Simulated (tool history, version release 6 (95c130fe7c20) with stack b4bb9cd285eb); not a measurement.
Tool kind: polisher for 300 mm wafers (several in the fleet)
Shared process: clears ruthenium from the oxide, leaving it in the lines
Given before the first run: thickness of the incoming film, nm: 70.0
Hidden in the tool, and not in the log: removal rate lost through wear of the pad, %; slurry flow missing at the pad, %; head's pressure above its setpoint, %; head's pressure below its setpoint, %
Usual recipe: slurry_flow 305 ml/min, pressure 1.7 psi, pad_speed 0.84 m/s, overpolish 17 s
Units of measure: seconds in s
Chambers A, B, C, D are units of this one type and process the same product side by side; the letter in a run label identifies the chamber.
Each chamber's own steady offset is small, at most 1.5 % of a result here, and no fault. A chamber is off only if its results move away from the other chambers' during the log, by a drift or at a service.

run	hour	slurry_flow	pressure	pad_speed	overpolish	wafers polished on this pad	hours since the slurry nozzle was cleaned	hours since the head pressure was calibrated	seconds
# hour 4: chamber A: worn pad replaced by a new one
1D	4.9	305	1.7	0.84	17	365	653.4	86.3	108.02
2C	9.2	305	1.7	0.84	17	233	211.5	630.2	107.11
# hour 13.8: chamber A: head pressure recalibrated
# hour 16.2: chamber B: worn pad replaced by a new one
3A	17	305	1.7	0.84	17	122	143.7	3.2	110.24
# hour 18.5: chamber C: slurry nozzle cleaned
4B	21.2	305	1.7	0.84	17	47	729.6	138.6	107.46
5B	27.9	305	1.5	0.84	7	110	736.3	145.3	122.35
6A	34	305	1.5	0.84	7	281	160.7	20.2	121.24
7C	39.6	305	1.5	0.84	7	518	21.2	660.6	123.34
8D	45.1	305	1.5	0.84	7	742	693.6	126.5	123.49
9B	53.6	235	1.2	0.84	17	351	762	171	156.15
# hour 56: chamber A: worn pad replaced by a new one
# hour 58: chamber B: slurry nozzle cleaned
10D	58.5	235	1.2	0.84	17	868	707	139.9	158.3
11A	65.4	235	1.2	0.84	17	89	192.1	51.6	155.44
12C	71	235	1.2	0.84	17	813	52.6	692	155.38
# hour 74: chamber B: worn pad replaced by a new one
# hour 76.7: chamber D: worn pad replaced by a new one
13A	78.3	305	1.7	0.84	17	210	205	64.5	106.47
14B	86.3	305	1.5	0.84	7	115	28.4	203.7	121.88
15C	92	305	1.5	0.84	7	1010	73.6	713	122.31
16D	97.3	305	1.5	0.84	7	194	745.8	178.7	121.53
17B	105.4	305	1.5	0.84	7	295	47.5	222.8	120.41
18A	109.4	305	1.7	0.84	17	502	236.1	95.6	106.01
# hour 111.3: chamber C: worn pad replaced by a new one
19C	117.4	305	1.7	0.84	17	57	99	738.4	108
# hour 117.8: chamber A: worn pad replaced by a new one
20D	123	305	1.7	0.84	17	435	771.5	204.4	108.81
21C	130.4	305	1.2	0.84	17	179	112	751.4	150.51
22B	134.3	305	1.2	0.84	17	566	76.4	251.7	150.85
# hour 135.4: chamber B: worn pad replaced by a new one
23D	140.2	305	1.2	0.84	17	596	788.7	221.6	154.8
24A	144.5	305	1.2	0.84	17	251	271.2	130.7	153.64
25B	151.9	305	1.7	0.84	17	155	94	269.3	105.95
26C	157.3	305	1.7	0.84	17	432	138.9	778.3	106.79
# hour 160.1: chamber D: slurry nozzle cleaned
27A	163.6	305	1.7	0.84	17	430	290.3	149.8	108.56
28D	170.2	305	1.7	0.84	17	878	10.2	251.6	109.43
# hour 172.3: chamber A: worn pad replaced by a new one
29C	177.7	305	1.7	0.84	17	623	159.3	798.7	106.42
30A	183.5	265	1.7	0.84	9	106	310.2	169.7	108.19
31D	189.8	265	1.7	0.84	9	1062	29.8	271.2	108.99
32B	194.3	265	1.7	0.84	9	553	136.4	311.7	104.94
# hour 195.3: chamber B: worn pad replaced by a new one
33D	199.6	265	1.7	0.84	9	1154	39.6	281	109.18
34C	203.8	305	1.7	0.84	17	868	185.4	824.8	106.36
# hour 204.1: chamber D: worn pad replaced by a new one
35B	210.1	305	1.7	0.84	17	139	152.2	327.5	104.81
36A	216.7	305	1.7	0.84	17	417	343.4	202.9	107.72
# hour 219.8: chamber A: worn pad replaced by a new one
37C	223.3	305	1.7	0.84	17	1051	204.9	844.3	108.93
38D	228.6	305	1.7	0.84	17	230	68.6	310	110.81
39A	234.5	355	1.2	0.84	17	138	361.2	220.7	150.21
40B	239.7	355	1.2	0.84	17	417	181.8	357.1	142.23

Is one chamber out of step, is the gauge drifting, or do the chambers differ by no more than their own small offsets? For an off chamber, give its letter and the likeliest cause.

It is chamber B that slowly wanders off from its peers.
Cause: head's pressure above its setpoint, % = 5.73.

Here are 4 candidates for chamber B's next run, each the usual settings with a change, their results left as question marks. Which one brings its results back in line with what the others give on the usual settings?
In-line tolerance around the mean of the other chambers on the usual settings: seconds 3.5 s
41B-1	245.9	305	1.9	0.84	17				?
41B-2	245.9	305	1.8	0.84	17				?
41B-3	245.9	305	1.6	0.8	17				?
41B-4	245.9	185	1.7	0.84	17				?

The mean the other chambers reach with the usual settings: seconds 107.89 s
run	seconds
41B-1	90.981
41B-2	96.107
41B-3	113.69
41B-4	107.78
The right change is 41B-4: it brings the chamber back within the allowed miss of the others.
